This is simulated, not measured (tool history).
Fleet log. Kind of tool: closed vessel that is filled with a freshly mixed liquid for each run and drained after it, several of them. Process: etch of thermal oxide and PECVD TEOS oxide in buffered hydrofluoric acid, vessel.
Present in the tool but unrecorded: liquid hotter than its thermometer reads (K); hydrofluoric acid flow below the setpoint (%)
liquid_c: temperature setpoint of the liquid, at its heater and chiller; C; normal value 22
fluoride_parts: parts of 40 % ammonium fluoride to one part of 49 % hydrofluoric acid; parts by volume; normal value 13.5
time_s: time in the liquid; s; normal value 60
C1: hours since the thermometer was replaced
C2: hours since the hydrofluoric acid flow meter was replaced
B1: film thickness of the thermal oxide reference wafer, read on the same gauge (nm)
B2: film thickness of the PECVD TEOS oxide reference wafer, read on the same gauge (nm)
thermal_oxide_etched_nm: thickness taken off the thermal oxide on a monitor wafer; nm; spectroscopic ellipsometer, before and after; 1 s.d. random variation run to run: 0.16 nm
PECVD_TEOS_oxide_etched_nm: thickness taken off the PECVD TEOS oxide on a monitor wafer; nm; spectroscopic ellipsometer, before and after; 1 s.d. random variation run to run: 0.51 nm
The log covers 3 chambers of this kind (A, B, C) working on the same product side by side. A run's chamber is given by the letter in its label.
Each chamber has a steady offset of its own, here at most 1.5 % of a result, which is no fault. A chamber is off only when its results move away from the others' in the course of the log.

run 1C hour=7.3 | liquid_c=22 fluoride_parts=13.5 time_s=60 | C1=1470.3 C2=104.0 | B1=29.993 B2=40.029 | thermal_oxide_etched_nm=47.606 PECVD_TEOS_oxide_etched_nm=64.078
run 2B hour=15.6 | liquid_c=22 fluoride_parts=13.5 time_s=60 | C1=1354.6 C2=706.8 | B1=30.002 B2=40.007 | thermal_oxide_etched_nm=47.616 PECVD_TEOS_oxide_etched_nm=63.737
run 3A hour=24.5 | liquid_c=22 fluoride_parts=13.5 time_s=60 | C1=609.0 C2=328.1 | B1=29.998 B2=40.018 | thermal_oxide_etched_nm=47.596 PECVD_TEOS_oxide_etched_nm=64.023
run 4B hour=32.0 | liquid_c=22 fluoride_parts=13.5 time_s=60 | C1=1371.0 C2=723.2 | B1=29.991 B2=39.971 | thermal_oxide_etched_nm=47.504 PECVD_TEOS_oxide_etched_nm=63.642
run 5C hour=36.1 | liquid_c=22 fluoride_parts=13.5 time_s=60 | C1=1499.1 C2=132.8 | B1=29.996 B2=40.006 | thermal_oxide_etched_nm=47.622 PECVD_TEOS_oxide_etched_nm=63.163
run 6A hour=40.7 | liquid_c=22 fluoride_parts=13.5 time_s=60 | C1=625.2 C2=344.3 | B1=29.986 B2=40.000 | thermal_oxide_etched_nm=47.451 PECVD_TEOS_oxide_etched_nm=63.492
run 7C hour=46.8 | liquid_c=22 fluoride_parts=13.5 time_s=60 | C1=1509.8 C2=143.5 | B1=30.015 B2=40.002 | thermal_oxide_etched_nm=47.510 PECVD_TEOS_oxide_etched_nm=63.943
run 8A hour=54.2 | liquid_c=22 fluoride_parts=13.5 time_s=60 | C1=638.7 C2=357.8 | B1=29.990 B2=40.033 | thermal_oxide_etched_nm=47.111 PECVD_TEOS_oxide_etched_nm=64.206
run 9B hour=59.0 | liquid_c=22 fluoride_parts=16.5 time_s=60 | C1=1398.0 C2=750.2 | B1=29.976 B2=40.011 | thermal_oxide_etched_nm=39.048 PECVD_TEOS_oxide_etched_nm=51.539
run 10A hour=63.5 | liquid_c=22 fluoride_parts=16.5 time_s=60 | C1=648.0 C2=367.1 | B1=29.991 B2=39.983 | thermal_oxide_etched_nm=38.606 PECVD_TEOS_oxide_etched_nm=52.740
run 11C hour=71.6 | liquid_c=22 fluoride_parts=16.5 time_s=60 | C1=1534.6 C2=168.3 | B1=29.988 B2=39.995 | thermal_oxide_etched_nm=38.942 PECVD_TEOS_oxide_etched_nm=52.534
run 12B hour=76.9 | liquid_c=22 fluoride_parts=13.5 time_s=60 | C1=1415.9 C2=768.1 | B1=30.017 B2=40.012 | thermal_oxide_etched_nm=47.387 PECVD_TEOS_oxide_etched_nm=63.344
run 13C hour=84.4 | liquid_c=22 fluoride_parts=13.5 time_s=60 | C1=1547.4 C2=181.1 | B1=30.014 B2=40.014 | thermal_oxide_etched_nm=47.430 PECVD_TEOS_oxide_etched_nm=63.927
-- hour=87.0 chamber B: hydrofluoric acid flow meter replaced
run 14B hour=89.3 | liquid_c=22 fluoride_parts=8.5 time_s=30 | C1=1428.3 C2=2.4 | B1=29.999 B2=40.019 | thermal_oxide_etched_nm=36.473 PECVD_TEOS_oxide_etched_nm=48.213
run 15A hour=97.8 | liquid_c=22 fluoride_parts=8.5 time_s=30 | C1=682.3 C2=401.4 | B1=29.990 B2=40.000 | thermal_oxide_etched_nm=36.241 PECVD_TEOS_oxide_etched_nm=49.531
run 16B hour=102.1 | liquid_c=22 fluoride_parts=8.5 time_s=30 | C1=1441.1 C2=15.2 | B1=30.004 B2=40.012 | thermal_oxide_etched_nm=36.511 PECVD_TEOS_oxide_etched_nm=49.062
run 17A hour=107.3 | liquid_c=22 fluoride_parts=13.5 time_s=60 | C1=691.8 C2=410.9 | B1=29.992 B2=39.995 | thermal_oxide_etched_nm=47.256 PECVD_TEOS_oxide_etched_nm=64.031
run 18C hour=112.0 | liquid_c=22 fluoride_parts=13.5 time_s=60 | C1=1575.0 C2=208.7 | B1=30.011 B2=39.985 | thermal_oxide_etched_nm=47.420 PECVD_TEOS_oxide_etched_nm=63.490
run 19B hour=119.2 | liquid_c=22 fluoride_parts=11.0 time_s=60 | C1=1458.2 C2=32.3 | B1=30.019 B2=40.006 | thermal_oxide_etched_nm=58.233 PECVD_TEOS_oxide_etched_nm=78.296
run 20C hour=128.1 | liquid_c=22 fluoride_parts=11.0 time_s=60 | C1=1591.1 C2=224.8 | B1=30.014 B2=39.994 | thermal_oxide_etched_nm=58.445 PECVD_TEOS_oxide_etched_nm=78.682
run 21A hour=134.1 | liquid_c=22 fluoride_parts=11.0 time_s=60 | C1=718.6 C2=437.7 | B1=29.971 B2=40.003 | thermal_oxide_etched_nm=57.824 PECVD_TEOS_oxide_etched_nm=79.133
run 22C hour=142.6 | liquid_c=22 fluoride_parts=13.5 time_s=60 | C1=1605.6 C2=239.3 | B1=30.031 B2=40.005 | thermal_oxide_etched_nm=47.694 PECVD_TEOS_oxide_etched_nm=64.059
run 23A hour=146.7 | liquid_c=22 fluoride_parts=13.5 time_s=60 | C1=731.2 C2=450.3 | B1=30.002 B2=40.009 | thermal_oxide_etched_nm=47.123 PECVD_TEOS_oxide_etched_nm=64.375
run 24B hour=155.6 | liquid_c=22 fluoride_parts=13.5 time_s=60 | C1=1494.6 C2=68.7 | B1=29.991 B2=40.017 | thermal_oxide_etched_nm=47.705 PECVD_TEOS_oxide_etched_nm=63.789
run 25A hour=161.7 | liquid_c=22 fluoride_parts=13.5 time_s=60 | C1=746.2 C2=465.3 | B1=29.972 B2=39.990 | thermal_oxide_etched_nm=47.312 PECVD_TEOS_oxide_etched_nm=64.819
run 26B hour=170.6 | liquid_c=22 fluoride_parts=13.5 time_s=60 | C1=1509.6 C2=83.7 | B1=29.976 B2=40.003 | thermal_oxide_etched_nm=47.859 PECVD_TEOS_oxide_etched_nm=63.798
run 27C hour=174.6 | liquid_c=22 fluoride_parts=13.5 time_s=60 | C1=1637.6 C2=271.3 | B1=29.976 B2=39.998 | thermal_oxide_etched_nm=47.480 PECVD_TEOS_oxide_etched_nm=63.432
run 28A hour=181.6 | liquid_c=22 fluoride_parts=13.5 time_s=60 | C1=766.1 C2=485.2 | B1=30.017 B2=39.994 | thermal_oxide_etched_nm=47.251 PECVD_TEOS_oxide_etched_nm=63.532
run 29C hour=189.7 | liquid_c=22 fluoride_parts=13.5 time_s=60 | C1=1652.7 C2=286.4 | B1=30.007 B2=40.030 | thermal_oxide_etched_nm=47.448 PECVD_TEOS_oxide_etched_nm=64.435
run 30B hour=195.0 | liquid_c=22 fluoride_parts=13.5 time_s=60 | C1=1534.0 C2=108.1 | B1=29.995 B2=39.999 | thermal_oxide_etched_nm=47.228 PECVD_TEOS_oxide_etched_nm=63.125
run 31B hour=200.3 | liquid_c=22 fluoride_parts=10.0 time_s=60 | C1=1539.3 C2=113.4 | B1=29.983 B2=39.978 | thermal_oxide_etched_nm=64.063 PECVD_TEOS_oxide_etched_nm=84.399
run 32A hour=205.1 | liquid_c=22 fluoride_parts=10.0 time_s=60 | C1=789.6 C2=508.7 | B1=30.018 B2=39.990 | thermal_oxide_etched_nm=63.379 PECVD_TEOS_oxide_etched_nm=85.556

Is one chamber out of step, is the gauge drifting, or do the chambers differ by no more than their own small offsets? For an off chamber, give its letter and the likeliest cause.

No chamber stands off beyond its own small offset, and the gauge holds steady.
